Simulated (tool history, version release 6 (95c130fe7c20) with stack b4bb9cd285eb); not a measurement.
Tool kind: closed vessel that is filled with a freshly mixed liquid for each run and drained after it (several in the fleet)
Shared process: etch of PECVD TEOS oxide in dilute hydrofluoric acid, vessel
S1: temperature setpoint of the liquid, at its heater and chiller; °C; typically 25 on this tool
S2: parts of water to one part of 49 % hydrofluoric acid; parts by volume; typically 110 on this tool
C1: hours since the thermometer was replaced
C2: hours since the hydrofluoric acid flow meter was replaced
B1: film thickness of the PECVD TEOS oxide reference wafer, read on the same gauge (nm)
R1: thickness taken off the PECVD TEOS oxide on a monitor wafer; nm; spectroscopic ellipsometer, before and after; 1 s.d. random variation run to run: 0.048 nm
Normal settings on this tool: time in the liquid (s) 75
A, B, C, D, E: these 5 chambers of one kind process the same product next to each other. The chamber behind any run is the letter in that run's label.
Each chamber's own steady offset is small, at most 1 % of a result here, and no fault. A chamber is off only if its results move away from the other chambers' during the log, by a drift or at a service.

run 1D hour=5.2 | S1=25 S2=110 time_in_the_liquid_(s)=75 | C1=159.5 C2=716.9 | B1=69.967 | R1=12.355
run 2E hour=15.2 | S1=25 S2=110 time_in_the_liquid_(s)=75 | C1=239.2 C2=461.6 | B1=70.032 | R1=12.356
run 3C hour=21.2 | S1=25 S2=110 time_in_the_liquid_(s)=75 | C1=999.6 C2=30.2 | B1=69.975 | R1=12.359
run 4A hour=30.7 | S1=25 S2=110 time_in_the_liquid_(s)=75 | C1=1894.5 C2=370.4 | B1=70.026 | R1=12.295
run 5B hour=35.6 | S1=21 S2=110 time_in_the_liquid_(s)=75 | C1=333.2 C2=844.6 | B1=69.998 | R1=10.479
run 6B hour=45.6 | S1=21 S2=110 time_in_the_liquid_(s)=75 | C1=343.2 C2=854.6 | B1=69.994 | R1=10.594
-- hour=51.3 chamber D: hydrofluoric acid flow meter replaced
run 7A hour=54.3 | S1=21 S2=110 time_in_the_liquid_(s)=75 | C1=1918.1 C2=394 | B1=69.947 | R1=10.35
run 8E hour=59.1 | S1=21 S2=110 time_in_the_liquid_(s)=75 | C1=283.1 C2=505.5 | B1=69.991 | R1=10.539
run 9D hour=67.2 | S1=21 S2=110 time_in_the_liquid_(s)=75 | C1=221.5 C2=16 | B1=69.996 | R1=10.567
run 10C hour=74.5 | S1=25 S2=110 time_in_the_liquid_(s)=75 | C1=1052.9 C2=83.5 | B1=70.021 | R1=12.375
run 11E hour=80.2 | S1=25 S2=110 time_in_the_liquid_(s)=75 | C1=304.2 C2=526.6 | B1=70.042 | R1=12.263
run 12B hour=86.1 | S1=25 S2=130 time_in_the_liquid_(s)=30 | C1=383.7 C2=895.1 | B1=69.995 | R1=4.0907
run 13C hour=96.3 | S1=25 S2=130 time_in_the_liquid_(s)=30 | C1=1074.7 C2=105.3 | B1=70.047 | R1=4.0226
run 14A hour=102.9 | S1=25 S2=130 time_in_the_liquid_(s)=30 | C1=1966.7 C2=442.6 | B1=69.982 | R1=4.0514
run 15D hour=109.4 | S1=25 S2=130 time_in_the_liquid_(s)=30 | C1=263.7 C2=58.2 | B1=70.013 | R1=4.09
run 16B hour=117.2 | S1=25 S2=130 time_in_the_liquid_(s)=30 | C1=414.8 C2=926.2 | B1=69.993 | R1=4.069
run 17E hour=122.5 | S1=25 S2=110 time_in_the_liquid_(s)=75 | C1=346.5 C2=568.9 | B1=70.008 | R1=12.305
run 18D hour=131.1 | S1=25 S2=110 time_in_the_liquid_(s)=75 | C1=285.4 C2=79.9 | B1=69.946 | R1=12.346
run 19C hour=140.7 | S1=25 S2=110 time_in_the_liquid_(s)=75 | C1=1119.1 C2=149.7 | B1=70.002 | R1=12.339
run 20A hour=146.4 | S1=25 S2=110 time_in_the_liquid_(s)=75 | C1=2010.2 C2=486.1 | B1=70.003 | R1=12.253
-- hour=146.6 chamber A: hydrofluoric acid flow meter replaced
run 21A hour=152.9 | S1=25 S2=110 time_in_the_liquid_(s)=75 | C1=2016.7 C2=6.3 | B1=69.972 | R1=12.142
run 22B hour=161 | S1=25 S2=110 time_in_the_liquid_(s)=75 | C1=458.6 C2=970 | B1=70.031 | R1=12.355
run 23C hour=169.6 | S1=25 S2=110 time_in_the_liquid_(s)=75 | C1=1148 C2=178.6 | B1=69.998 | R1=12.3
run 24D hour=179 | S1=25 S2=110 time_in_the_liquid_(s)=75 | C1=333.3 C2=127.8 | B1=70.018 | R1=12.379
-- hour=180.2 chamber B: thermometer replaced
run 25E hour=186.4 | S1=25 S2=110 time_in_the_liquid_(s)=75 | C1=410.4 C2=632.8 | B1=70.008 | R1=12.297
-- hour=186.8 chamber E: hydrofluoric acid flow meter replaced
run 26A hour=194 | S1=25 S2=110 time_in_the_liquid_(s)=75 | C1=2057.8 C2=47.4 | B1=70.018 | R1=12.293
run 27C hour=202.3 | S1=25 S2=110 time_in_the_liquid_(s)=75 | C1=1180.7 C2=211.3 | B1=70.03 | R1=12.261
run 28B hour=208.5 | S1=25 S2=110 time_in_the_liquid_(s)=75 | C1=28.3 C2=1017.5 | B1=69.991 | R1=12.243
run 29E hour=217.1 | S1=25 S2=110 time_in_the_liquid_(s)=75 | C1=441.1 C2=30.3 | B1=70.012 | R1=12.338
run 30D hour=226.1 | S1=20.5 S2=110 time_in_the_liquid_(s)=75 | C1=380.4 C2=174.9 | B1=70.023 | R1=10.343
run 31D hour=236.5 | S1=20.5 S2=110 time_in_the_liquid_(s)=75 | C1=390.8 C2=185.3 | B1=69.998 | R1=10.349
run 32E hour=244.5 | S1=20.5 S2=110 time_in_the_liquid_(s)=75 | C1=468.5 C2=57.7 | B1=69.997 | R1=10.351
run 33A hour=253.5 | S1=20.5 S2=110 time_in_the_liquid_(s)=75 | C1=2117.3 C2=106.9 | B1=70.007 | R1=10.177
-- hour=260.3 chamber A: thermometer replaced
run 34B hour=263.5 | S1=20.5 S2=110 time_in_the_liquid_(s)=75 | C1=83.3 C2=1072.5 | B1=70.021 | R1=10.367
run 35C hour=268.8 | S1=25 S2=110 time_in_the_liquid_(s)=75 | C1=1247.2 C2=277.8 | B1=69.965 | R1=12.291
run 36E hour=274.5 | S1=25 S2=110 time_in_the_liquid_(s)=75 | C1=498.5 C2=87.7 | B1=70.002 | R1=12.449
run 37C hour=282.3 | S1=23 S2=90 time_in_the_liquid_(s)=75 | C1=1260.7 C2=291.3 | B1=69.988 | R1=14.269
run 38B hour=289.5 | S1=23 S2=90 time_in_the_liquid_(s)=75 | C1=109.3 C2=1098.5 | B1=70.022 | R1=14.395
run 39D hour=296.1 | S1=23 S2=90 time_in_the_liquid_(s)=75 | C1=450.4 C2=244.9 | B1=69.942 | R1=14.215
run 40A hour=306.1 | S1=23 S2=90 time_in_the_liquid_(s)=75 | C1=45.8 C2=159.5 | B1=69.979 | R1=14.102

For the next run the whole fleet of 5 chambers uses the same settings. Give each chamber's results:
run 41A hour=313.8 | S1=25 S2=110 time_in_the_liquid_(s)=110 | R1=?
run 41B hour=313.8 | S1=25 S2=110 time_in_the_liquid_(s)=110 | R1=?
run 41C hour=313.8 | S1=25 S2=110 time_in_the_liquid_(s)=110 | R1=?
run 41D hour=313.8 | S1=25 S2=110 time_in_the_liquid_(s)=110 | R1=?
run 41E hour=313.8 | S1=25 S2=110 time_in_the_liquid_(s)=110 | R1=?

run=41A R1=17.909
run=41B R1=18.107
run=41C R1=18.025
run=41D R1=18.139
run=41E R1=18.124
